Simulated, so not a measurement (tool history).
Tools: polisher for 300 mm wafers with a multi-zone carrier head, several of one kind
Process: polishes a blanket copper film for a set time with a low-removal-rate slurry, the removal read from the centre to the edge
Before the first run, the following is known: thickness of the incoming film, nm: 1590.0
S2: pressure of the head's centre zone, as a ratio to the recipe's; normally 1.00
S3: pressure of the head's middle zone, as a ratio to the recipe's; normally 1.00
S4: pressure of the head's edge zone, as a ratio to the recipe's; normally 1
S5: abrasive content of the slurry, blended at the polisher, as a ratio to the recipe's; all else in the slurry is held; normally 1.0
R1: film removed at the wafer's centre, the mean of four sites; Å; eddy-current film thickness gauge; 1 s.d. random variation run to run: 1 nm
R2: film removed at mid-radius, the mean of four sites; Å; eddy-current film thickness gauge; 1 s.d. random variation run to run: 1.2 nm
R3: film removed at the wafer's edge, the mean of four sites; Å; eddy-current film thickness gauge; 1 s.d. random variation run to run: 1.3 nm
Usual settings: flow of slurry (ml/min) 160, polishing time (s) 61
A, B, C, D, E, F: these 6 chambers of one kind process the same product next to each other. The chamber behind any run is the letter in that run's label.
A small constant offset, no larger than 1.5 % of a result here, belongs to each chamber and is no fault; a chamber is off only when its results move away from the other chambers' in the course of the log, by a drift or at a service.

run 1A day=0.171 | flow_of_slurry_(ml/min)=160 S2=1.00 S3=1.00 S4=1 S5=1.0 polishing_time_(s)=61 | R1=1440.6 R2=1467.9 R3=1470.0
run 2E day=0.279 | flow_of_slurry_(ml/min)=160 S2=1.00 S3=1.00 S4=1 S5=1.0 polishing_time_(s)=61 | R1=1451.9 R2=1485.7 R3=1472.7
run 3C day=0.471 | flow_of_slurry_(ml/min)=160 S2=1.00 S3=1.00 S4=1 S5=1.0 polishing_time_(s)=61 | R1=1471.4 R2=1481.2 R3=1465.9
run 4F day=0.579 | flow_of_slurry_(ml/min)=160 S2=1.00 S3=1.00 S4=1 S5=1.0 polishing_time_(s)=61 | R1=1461.2 R2=1459.2 R3=1473.0
run 5B day=0.783 | flow_of_slurry_(ml/min)=160 S2=1.00 S3=1.00 S4=1 S5=1.0 polishing_time_(s)=61 | R1=1470.5 R2=1472.8 R3=1494.8
run 6D day=0.988 | flow_of_slurry_(ml/min)=160 S2=1.00 S3=1.00 S4=1 S5=1.0 polishing_time_(s)=61 | R1=1476.2 R2=1480.4 R3=1451.1
-- day=0.992 chamber B: worn pad replaced by a new one
-- day=1.004 chamber D: edge zone pressure recalibrated
run 7C day=1.104 | flow_of_slurry_(ml/min)=160 S2=1.00 S3=1.00 S4=1 S5=1.0 polishing_time_(s)=61 | R1=1470.1 R2=1500.5 R3=1494.8
run 8D day=1.292 | flow_of_slurry_(ml/min)=160 S2=1.00 S3=1.00 S4=1 S5=1.0 polishing_time_(s)=61 | R1=1473.5 R2=1504.7 R3=1495.2
run 9E day=1.492 | flow_of_slurry_(ml/min)=160 S2=1.00 S3=1.00 S4=1 S5=1.0 polishing_time_(s)=61 | R1=1454.4 R2=1489.0 R3=1469.6
run 10F day=1.700 | flow_of_slurry_(ml/min)=160 S2=1.00 S3=1.00 S4=1 S5=1.0 polishing_time_(s)=61 | R1=1436.7 R2=1510.9 R3=1451.2
run 11A day=1.912 | flow_of_slurry_(ml/min)=160 S2=1.00 S3=1.00 S4=1 S5=1.0 polishing_time_(s)=61 | R1=1441.7 R2=1472.4 R3=1466.6
run 12B day=2.025 | flow_of_slurry_(ml/min)=160 S2=1.00 S3=1.00 S4=1 S5=1.0 polishing_time_(s)=61 | R1=1477.4 R2=1455.7 R3=1473.6
run 13D day=2.229 | flow_of_slurry_(ml/min)=160 S2=1.00 S3=1.00 S4=1 S5=1.0 polishing_time_(s)=61 | R1=1473.6 R2=1491.1 R3=1502.1
-- day=2.279 chamber D: worn pad replaced by a new one
run 14E day=2.438 | flow_of_slurry_(ml/min)=160 S2=1.00 S3=1.00 S4=1 S5=1.0 polishing_time_(s)=61 | R1=1462.2 R2=1452.8 R3=1454.0
-- day=2.475 chamber C: worn pad replaced by a new one
run 15C day=2.558 | flow_of_slurry_(ml/min)=160 S2=1.00 S3=1.00 S4=1 S5=1.0 polishing_time_(s)=61 | R1=1484.6 R2=1478.8 R3=1478.4
-- day=2.633 chamber B: centre zone pressure recalibrated
run 16A day=2.712 | flow_of_slurry_(ml/min)=160 S2=1.00 S3=1.00 S4=1 S5=1.0 polishing_time_(s)=61 | R1=1444.5 R2=1444.4 R3=1470.2
run 17F day=2.929 | flow_of_slurry_(ml/min)=160 S2=1.00 S3=1.00 S4=1 S5=1.0 polishing_time_(s)=61 | R1=1480.9 R2=1488.9 R3=1477.4
run 18B day=3.071 | flow_of_slurry_(ml/min)=160 S2=1.00 S3=1.00 S4=1 S5=1.0 polishing_time_(s)=61 | R1=1483.7 R2=1489.1 R3=1463.3
run 19B day=3.179 | flow_of_slurry_(ml/min)=160 S2=1.00 S3=1.09 S4=1 S5=0.8 polishing_time_(s)=61 | R1=1389.9 R2=1499.7 R3=1411.1
run 20C day=3.392 | flow_of_slurry_(ml/min)=160 S2=1.00 S3=1.09 S4=1 S5=0.8 polishing_time_(s)=61 | R1=1419.2 R2=1543.7 R3=1394.0
run 21D day=3.562 | flow_of_slurry_(ml/min)=160 S2=1.00 S3=1.09 S4=1 S5=0.8 polishing_time_(s)=61 | R1=1411.2 R2=1535.7 R3=1406.0
run 22A day=3.700 | flow_of_slurry_(ml/min)=160 S2=1.00 S3=1.09 S4=1 S5=0.8 polishing_time_(s)=61 | R1=1392.3 R2=1518.3 R3=1401.8
run 23F day=3.817 | flow_of_slurry_(ml/min)=160 S2=1.00 S3=1.09 S4=1 S5=0.8 polishing_time_(s)=61 | R1=1398.9 R2=1521.2 R3=1393.3
run 24E day=3.946 | flow_of_slurry_(ml/min)=160 S2=1.00 S3=1.09 S4=1 S5=0.8 polishing_time_(s)=61 | R1=1391.9 R2=1541.0 R3=1369.0
run 25B day=4.054 | flow_of_slurry_(ml/min)=160 S2=1.00 S3=1.00 S4=1 S5=1.0 polishing_time_(s)=61 | R1=1472.2 R2=1465.9 R3=1475.0
run 26D day=4.233 | flow_of_slurry_(ml/min)=160 S2=1.00 S3=1.00 S4=1 S5=1.0 polishing_time_(s)=61 | R1=1450.8 R2=1493.2 R3=1481.3
run 27E day=4.375 | flow_of_slurry_(ml/min)=160 S2=1.00 S3=1.00 S4=1 S5=1.0 polishing_time_(s)=61 | R1=1446.3 R2=1467.2 R3=1479.2
-- day=4.492 chamber A: centre zone pressure recalibrated
run 28F day=4.521 | flow_of_slurry_(ml/min)=160 S2=0.89 S3=1.00 S4=1 S5=1.0 polishing_time_(s)=61 | R1=1295.4 R2=1490.1 R3=1475.4
-- day=4.550 chamber F: slurry nozzle cleaned
-- day=4.700 chamber B: worn pad replaced by a new one
run 29A day=4.704 | flow_of_slurry_(ml/min)=160 S2=0.89 S3=1.00 S4=1 S5=1.0 polishing_time_(s)=61 | R1=1273.9 R2=1488.2 R3=1468.0
run 30C day=4.908 | flow_of_slurry_(ml/min)=160 S2=0.89 S3=1.00 S4=1 S5=1.0 polishing_time_(s)=61 | R1=1307.3 R2=1469.6 R3=1474.9
run 31D day=5.117 | flow_of_slurry_(ml/min)=160 S2=0.89 S3=1.00 S4=1 S5=1.0 polishing_time_(s)=61 | R1=1288.7 R2=1485.3 R3=1489.7
run 32A day=5.271 | flow_of_slurry_(ml/min)=160 S2=0.89 S3=1.00 S4=1 S5=1.0 polishing_time_(s)=61 | R1=1273.3 R2=1459.4 R3=1474.0
-- day=5.367 chamber F: worn pad replaced by a new one
-- day=5.421 chamber E: worn pad replaced by a new one
run 33C day=5.425 | flow_of_slurry_(ml/min)=160 S2=0.89 S3=1.00 S4=1 S5=1.0 polishing_time_(s)=61 | R1=1300.1 R2=1494.6 R3=1465.9
run 34E day=5.612 | flow_of_slurry_(ml/min)=160 S2=1.00 S3=1.00 S4=1 S5=1.0 polishing_time_(s)=61 | R1=1451.1 R2=1482.5 R3=1450.4
run 35B day=5.838 | flow_of_slurry_(ml/min)=160 S2=1.00 S3=1.00 S4=1 S5=1.0 polishing_time_(s)=61 | R1=1486.8 R2=1490.8 R3=1497.6
run 36F day=5.988 | flow_of_slurry_(ml/min)=160 S2=1.00 S3=1.00 S4=1 S5=1.0 polishing_time_(s)=61 | R1=1495.1 R2=1486.9 R3=1498.3

What goes on in this fleet: one chamber off, a drifting gauge, or nothing beyond the chambers' own small offsets? Name the chamber and the cause, if any.

It is chamber F that slowly wanders off from its peers.
What lies behind it: centre zone's pressure above its setpoint, % = 3.69.

Which of the 4 candidates below, each the usual settings with something changed and its results left as question marks, puts chamber F back in line with what the other chambers give on the usual settings?
In line means no further than this from the other chambers' mean on the usual settings: R1 36.0 Å; R2 43.0 Å; R3 46.0 Å
run 37F-1 day=6.146 | flow_of_slurry_(ml/min)=160 S2=1.02 S3=0.99 S4=0.99 S5=1.0 polishing_time_(s)=62 | R1=? R2=? R3=?
run 37F-2 day=6.146 | flow_of_slurry_(ml/min)=155 S2=0.95 S3=1.01 S4=1.02 S5=1.0 polishing_time_(s)=60 | R1=? R2=? R3=?
run 37F-3 day=6.146 | flow_of_slurry_(ml/min)=165 S2=1.05 S3=0.99 S4=0.98 S5=1.0 polishing_time_(s)=62 | R1=? R2=? R3=?
run 37F-4 day=6.146 | flow_of_slurry_(ml/min)=160 S2=0.98 S3=1.01 S4=1.01 S5=1.0 polishing_time_(s)=60 | R1=? R2=? R3=?

The other chambers' mean on the usual settings: R1 1464.4 Å; R2 1476.8 Å; R3 1472.2 Å
run=37F-1 R1=1563.8 R2=1504.0 R3=1494.0
run=37F-2 R1=1390.6 R2=1475.0 R3=1462.3
run=37F-3 R1=1624.1 R2=1511.8 R3=1491.8
run=37F-4 R1=1448.4 R2=1483.2 R3=1460.7
The answer is 37F-4, which returns the chamber to within the allowed miss of the others.
